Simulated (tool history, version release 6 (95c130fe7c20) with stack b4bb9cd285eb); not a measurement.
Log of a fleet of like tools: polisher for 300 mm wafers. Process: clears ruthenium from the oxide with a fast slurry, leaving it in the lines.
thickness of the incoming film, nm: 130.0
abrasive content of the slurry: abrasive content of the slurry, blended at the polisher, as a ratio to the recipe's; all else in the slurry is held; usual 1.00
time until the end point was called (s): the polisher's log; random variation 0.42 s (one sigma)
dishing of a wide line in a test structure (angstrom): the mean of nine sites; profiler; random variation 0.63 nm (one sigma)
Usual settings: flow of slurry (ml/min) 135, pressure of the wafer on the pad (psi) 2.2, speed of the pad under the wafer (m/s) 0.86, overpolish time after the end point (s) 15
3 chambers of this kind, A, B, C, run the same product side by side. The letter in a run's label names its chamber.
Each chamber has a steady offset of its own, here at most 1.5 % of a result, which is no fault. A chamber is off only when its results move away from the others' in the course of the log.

run	hour	flow of slurry (ml/min)	pressure of the wafer on the pad (psi)	speed of the pad under the wafer (m/s)	abrasive content of the slurry	overpolish time after the end point (s)	time until the end point was called (s)	dishing of a wide line in a test structure (angstrom)
1C	13.5	135	2.2	0.86	1.00	15	40.819	389.01
# hour 14.8: chamber B: worn pad replaced by a new one
# hour 20.6: chamber A: slurry blender recalibrated
2A	26.3	135	2.2	0.86	1.00	15	40.637	375.47
# hour 36.8: chamber A: worn pad replaced by a new one
3B	37.4	135	2.2	0.86	1.00	15	40.825	369.68
4C	46.3	135	2.2	0.86	1.00	15	41.299	374.96
# hour 50.9: chamber A: slurry nozzle cleaned
5A	58.7	135	2.2	0.86	1.00	15	41.144	373.17
6B	69.5	135	2.2	0.86	1.00	15	40.673	365.59
7C	81.4	135	2.2	0.86	1.00	15	40.883	379.22
8A	89.8	135	2.2	0.86	1.00	15	40.917	369.66
# hour 93.8: chamber B: worn pad replaced by a new one
9B	102.1	135	2.2	0.86	1.00	15	41.560	374.31
# hour 105.8: chamber B: slurry nozzle cleaned
# hour 105.9: chamber C: worn pad replaced by a new one
# hour 106.5: chamber A: worn pad replaced by a new one
10A	111.9	135	2.2	0.86	1.00	15	40.848	378.57
11C	123.5	135	2.2	0.86	1.00	15	40.722	374.63
12B	133.5	135	2.2	0.86	1.00	15	41.776	377.22
# hour 145.9: chamber C: slurry nozzle cleaned
13C	146.2	135	2.2	1.14	1.00	15	31.425	465.21
14B	158.7	135	2.2	1.14	1.00	15	31.427	481.00
# hour 166.8: chamber B: worn pad replaced by a new one
15A	170.2	135	2.2	1.14	1.00	15	30.761	483.38
# hour 176.0: chamber A: worn pad replaced by a new one
16C	182.3	135	2.2	0.86	1.00	15	40.330	373.07
17B	188.8	135	2.2	0.86	0.80	15	46.180	337.39
18A	196.8	135	2.2	0.86	0.80	15	45.451	346.01
19B	211.0	135	2.2	0.86	0.80	15	46.033	339.75
# hour 213.3: chamber C: worn pad replaced by a new one
20C	223.7	135	2.2	0.86	1.00	15	40.550	380.83
# hour 229.5: chamber C: slurry blender recalibrated
21A	235.1	135	2.2	0.86	0.85	24	44.681	519.37
# hour 242.2: chamber B: worn pad replaced by a new one
22C	249.3	135	2.2	0.86	0.85	24	45.046	521.53
# hour 255.0: chamber A: worn pad replaced by a new one
# hour 255.3: chamber A: slurry blender recalibrated
23B	259.0	135	2.2	0.86	0.85	24	44.505	511.24
# hour 265.1: chamber B: slurry blender recalibrated
24A	266.2	150	2.2	0.86	1.10	15	38.696	392.50
25C	275.1	150	2.2	0.86	1.10	15	38.285	400.34
26B	288.2	150	2.2	0.86	1.10	15	38.882	392.03
27A	295.1	135	2.2	1.00	0.90	15	36.690	404.97
28C	304.6	135	2.2	1.00	0.90	15	36.825	406.49
29A	311.0	135	2.2	1.00	0.90	15	36.967	408.34
30B	318.1	135	2.2	0.86	1.00	15	40.816	372.14
# hour 327.4: chamber C: worn pad replaced by a new one
# hour 327.6: chamber B: worn pad replaced by a new one
# hour 331.0: chamber A: worn pad replaced by a new one
31B	331.1	135	2.2	0.86	1.00	15	41.347	369.83
32A	338.6	135	2.2	0.86	1.00	15	40.922	382.96
33C	347.7	135	2.2	0.86	1.00	15	40.538	372.87
34C	356.1	135	2.2	0.86	1.00	15	40.467	386.18
35B	368.9	135	2.2	0.86	1.00	15	41.225	374.26
36A	379.1	135	2.2	0.86	1.00	15	40.265	371.90
37B	388.3	135	2.2	0.86	1.00	15	41.160	375.72
# hour 388.5: chamber A: slurry nozzle cleaned
38A	401.9	135	2.2	0.86	1.00	15	40.627	365.10

Is one chamber off against the others, does the gauge drift, or is nothing wrong? If a chamber is off, say which, and what the likeliest cause is.

No chamber stands off beyond its own small offset, and the gauge holds steady.
